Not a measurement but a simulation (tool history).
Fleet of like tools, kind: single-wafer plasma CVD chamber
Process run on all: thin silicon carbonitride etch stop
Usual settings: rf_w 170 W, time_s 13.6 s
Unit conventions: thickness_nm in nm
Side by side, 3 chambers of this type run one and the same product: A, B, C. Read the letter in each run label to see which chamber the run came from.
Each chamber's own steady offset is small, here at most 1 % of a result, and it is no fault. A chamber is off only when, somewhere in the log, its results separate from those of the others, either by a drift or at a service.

run,hour,rf_w,time_s,"read-back reference wafer on the same gauge, thickness_nm",thickness_nm
1B,8.5,170,13.6,7.5891,7.3632
2C,17.4,170,13.6,7.5967,7.4149
3A,26.0,170,13.6,7.5953,7.3455
4C,39.8,170,13.6,7.5884,7.3992
5B,49.8,170,13.6,7.5864,7.3531
6A,59.2,170,13.6,7.5991,7.4152
7C,70.6,170,13.6,7.5974,7.4081
8B,81.4,145,11.8,7.5885,6.0760
9A,89.0,145,11.8,7.5853,6.1577
10B,96.0,145,11.8,7.5926,6.0637
11A,108.5,170,12.2,7.5916,6.6539
12C,115.9,170,12.2,7.5842,6.5701
13C,124.8,170,12.2,7.5902,6.6469
14B,134.2,170,13.6,7.5866,7.3757
15A,146.1,170,13.6,7.5970,7.3630
16A,158.0,170,13.6,7.5901,7.3414
17C,165.4,170,13.6,7.5896,7.3419
18B,174.3,145,13.6,7.5859,6.9752
19A,185.9,145,13.6,7.6001,7.0347
20C,200.2,145,13.6,7.5825,6.9647

For the next run the whole fleet of 3 chambers uses the same settings. Give each chamber's results:
21A,211.1,195,13.6,,?
21B,211.1,195,13.6,,?
21C,211.1,195,13.6,,?

run,thickness_nm
21A,7.6476
21B,7.5939
21C,7.6325
